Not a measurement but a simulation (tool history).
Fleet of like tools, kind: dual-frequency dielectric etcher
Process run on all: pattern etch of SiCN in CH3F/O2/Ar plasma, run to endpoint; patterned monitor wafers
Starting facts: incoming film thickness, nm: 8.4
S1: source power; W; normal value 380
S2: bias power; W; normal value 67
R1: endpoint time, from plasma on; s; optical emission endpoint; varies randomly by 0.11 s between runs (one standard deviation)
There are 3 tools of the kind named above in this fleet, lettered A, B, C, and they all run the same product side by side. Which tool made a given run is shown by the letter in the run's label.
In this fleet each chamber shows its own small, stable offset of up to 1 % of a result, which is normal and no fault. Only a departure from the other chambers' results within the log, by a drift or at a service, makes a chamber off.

| run | hour | S1 | S2 | R1 |
|---|---|---|---|---|
| 1A | 6.6 | 380 | 67 | 23.270 |
| 2B | 11.8 | 380 | 67 | 23.455 |
| 3C | 17.9 | 380 | 67 | 23.317 |
| 4C | 24.3 | 380 | 67 | 23.526 |
| 5B | 29.4 | 380 | 67 | 23.458 |
| 6A | 36.6 | 380 | 67 | 23.513 |
| 7A | 40.9 | 380 | 67 | 23.525 |
| 8C | 45.8 | 380 | 67 | 23.356 |
| 9B | 52.9 | 380 | 67 | 23.313 |
| 10B | 57.5 | 380 | 67 | 23.424 |
| 11C | 63.5 | 380 | 67 | 23.664 |
| 12A | 69.4 | 380 | 67 | 23.457 |
| 13B | 74.6 | 380 | 67 | 23.457 |
| 14C | 79.5 | 380 | 67 | 23.778 |
| 15A | 83.5 | 380 | 67 | 23.404 |
| 16A | 90.1 | 380 | 67 | 23.528 |
| 17C | 94.2 | 350 | 81 | 22.910 |
| 18B | 98.2 | 350 | 81 | 22.545 |
|  | 99.1 | chamber A: bias power generator calibrated |
| 19B | 101.8 | 350 | 81 | 22.435 |
| 20C | 108.3 | 380 | 67 | 23.831 |
| 21A | 112.6 | 380 | 67 | 23.558 |
| 22B | 119.7 | 380 | 67 | 23.398 |
| 23A | 123.7 | 380 | 67 | 23.397 |

What goes on in this fleet: one chamber off, a drifting gauge, or nothing beyond the chambers' own small offsets? Name the chamber and the cause, if any.

Little by little, chamber C moves away from the other chambers.
What lies behind it: etch rate under this chamber's usual, % = 2.76.

Chamber C could run next with any of the 4 candidate recipes listed below; each alters the usual settings, and their results appear as question marks. Which one brings its results back in line with what the other chambers deliver on the usual settings?
In line means no further than this from the other chambers' mean on the usual settings: R1 0.400 s
| 24C-1 | 128.9 | 380 | 62 | ? |
| 24C-2 | 128.9 | 380 | 56 | ? |
| 24C-3 | 128.9 | 400 | 69 | ? |
| 24C-4 | 128.9 | 440 | 67 | ? |

Usual-settings mean across the other chambers: R1 23.438 s
| run | R1 |
|---|---|
| 24C-1 | 24.756 |
| 24C-2 | 25.619 |
| 24C-3 | 23.399 |
| 24C-4 | 22.798 |
It is 24C-3 that realigns the chamber with its peers.
